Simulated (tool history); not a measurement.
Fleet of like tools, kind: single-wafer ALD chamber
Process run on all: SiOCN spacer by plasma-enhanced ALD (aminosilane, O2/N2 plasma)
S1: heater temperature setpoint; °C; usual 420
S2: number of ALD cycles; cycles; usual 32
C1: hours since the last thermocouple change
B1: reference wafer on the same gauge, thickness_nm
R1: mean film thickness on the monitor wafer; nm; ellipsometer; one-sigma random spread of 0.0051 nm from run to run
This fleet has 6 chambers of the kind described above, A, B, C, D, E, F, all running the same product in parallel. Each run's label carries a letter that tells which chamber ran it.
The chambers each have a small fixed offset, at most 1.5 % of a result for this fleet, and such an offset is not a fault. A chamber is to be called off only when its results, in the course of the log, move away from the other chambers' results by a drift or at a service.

{"run": "1C", "day": 0.179, "S1": 420, "S2": 32, "C1": 955.4, "B1": 1.919, "R1": 1.8234}
{"run": "2B", "day": 0.358, "S1": 420, "S2": 32, "C1": 1610.2, "B1": 1.9199, "R1": 1.8273}
{"run": "3E", "day": 0.517, "S1": 420, "S2": 32, "C1": 1653.5, "B1": 1.9203, "R1": 1.8144}
{"run": "4F", "day": 0.729, "S1": 420, "S2": 32, "C1": 171.3, "B1": 1.921, "R1": 1.8279}
{"run": "5D", "day": 0.988, "S1": 420, "S2": 32, "C1": 138.1, "B1": 1.92, "R1": 1.8011}
{"run": "6A", "day": 1.279, "S1": 420, "S2": 32, "C1": 1377.6, "B1": 1.9198, "R1": 1.7975}
{"run": "7C", "day": 1.554, "S1": 420, "S2": 32, "C1": 988.4, "B1": 1.9197, "R1": 1.8222}
{"run": "8E", "day": 1.846, "S1": 420, "S2": 32, "C1": 1685.4, "B1": 1.9193, "R1": 1.8208}
{"run": "9B", "day": 2.075, "S1": 420, "S2": 32, "C1": 1651.4, "B1": 1.9216, "R1": 1.8225}
{"run": "10D", "day": 2.308, "S1": 420, "S2": 32, "C1": 169.8, "B1": 1.9207, "R1": 1.8072}
{"run": "11F", "day": 2.554, "S1": 420, "S2": 26, "C1": 215.1, "B1": 1.9206, "R1": 1.4891}
{"run": "12A", "day": 2.704, "S1": 420, "S2": 26, "C1": 1411.8, "B1": 1.9202, "R1": 1.4494}
{"run": "13D", "day": 2.912, "S1": 420, "S2": 26, "C1": 184.3, "B1": 1.9198, "R1": 1.4575}
{"run": "14C", "day": 3.1, "S1": 420, "S2": 26, "C1": 1025.5, "B1": 1.9206, "R1": 1.4843}
{"run": "15B", "day": 3.408, "S1": 420, "S2": 26, "C1": 1683.4, "B1": 1.9201, "R1": 1.4888}
{"run": "16F", "day": 3.658, "S1": 420, "S2": 26, "C1": 241.6, "B1": 1.9212, "R1": 1.4898}
{"run": "17E", "day": 3.888, "S1": 420, "S2": 32, "C1": 1734.4, "B1": 1.9197, "R1": 1.8159}
{"run": "18A", "day": 4.15, "S1": 420, "S2": 32, "C1": 1446.5, "B1": 1.92, "R1": 1.7801}
{"run": "19E", "day": 4.346, "S1": 420, "S2": 32, "C1": 1745.4, "B1": 1.9187, "R1": 1.8125}
{"run": "20C", "day": 4.529, "S1": 420, "S2": 32, "C1": 1059.8, "B1": 1.9195, "R1": 1.8246}
{"run": "21A", "day": 4.708, "S1": 420, "S2": 32, "C1": 1459.9, "B1": 1.9196, "R1": 1.7955}
{"run": "22F", "day": 4.9, "S1": 420, "S2": 32, "C1": 271.4, "B1": 1.9189, "R1": 1.8334}
{"run": "23B", "day": 5.117, "S1": 420, "S2": 32, "C1": 1724.4, "B1": 1.9192, "R1": 1.8358}
{"run": "24D", "day": 5.258, "S1": 408, "S2": 36, "C1": 240.6, "B1": 1.9211, "R1": 2.1289}
{"run": "25D", "day": 5.442, "S1": 408, "S2": 36, "C1": 245.0, "B1": 1.9201, "R1": 2.106}
{"run": "26F", "day": 5.612, "S1": 408, "S2": 36, "C1": 288.5, "B1": 1.9202, "R1": 2.1299}
{"run": "27E", "day": 5.825, "S1": 408, "S2": 36, "C1": 1780.9, "B1": 1.9205, "R1": 2.1146}
{"run": "28C", "day": 6.133, "S1": 408, "S2": 36, "C1": 1098.3, "B1": 1.9196, "R1": 2.1235}
{"run": "29A", "day": 6.275, "S1": 408, "S2": 36, "C1": 1497.5, "B1": 1.9198, "R1": 2.086}
{"run": "30B", "day": 6.567, "S1": 420, "S2": 32, "C1": 1759.2, "B1": 1.9198, "R1": 1.8182}
{"run": "31A", "day": 6.792, "S1": 420, "S2": 26, "C1": 1509.9, "B1": 1.9197, "R1": 1.4535}
{"run": "32F", "day": 7.079, "S1": 420, "S2": 26, "C1": 323.7, "B1": 1.9197, "R1": 1.4865}
{"run": "33C", "day": 7.296, "S1": 420, "S2": 26, "C1": 1126.2, "B1": 1.9216, "R1": 1.4844}
{"run": "34B", "day": 7.55, "S1": 420, "S2": 26, "C1": 1782.8, "B1": 1.9199, "R1": 1.4788}
{"run": "35E", "day": 7.754, "S1": 420, "S2": 26, "C1": 1827.2, "B1": 1.92, "R1": 1.4742}
{"run": "36D", "day": 7.904, "S1": 420, "S2": 26, "C1": 304.1, "B1": 1.9195, "R1": 1.4674}
{"run": "37E", "day": 8.167, "S1": 420, "S2": 32, "C1": 1837.1, "B1": 1.9193, "R1": 1.8142}
{"run": "38F", "day": 8.467, "S1": 434, "S2": 30, "C1": 357.0, "B1": 1.9202, "R1": 1.6347}
{"run": "39D", "day": 8.729, "S1": 434, "S2": 30, "C1": 323.9, "B1": 1.92, "R1": 1.6147}
{"run": "40C", "day": 8.988, "S1": 434, "S2": 30, "C1": 1166.8, "B1": 1.9198, "R1": 1.6346}
{"run": "41A", "day": 9.133, "S1": 434, "S2": 30, "C1": 1566.1, "B1": 1.9196, "R1": 1.6071}

Which is it: a chamber that has drifted or been left off by a service, a gauge drift common to all chambers, or only each chamber's usual small offset? If a chamber is off, name it and its likeliest cause.

Beyond each chamber's small constant offset nothing stands out, and the gauge stays steady.

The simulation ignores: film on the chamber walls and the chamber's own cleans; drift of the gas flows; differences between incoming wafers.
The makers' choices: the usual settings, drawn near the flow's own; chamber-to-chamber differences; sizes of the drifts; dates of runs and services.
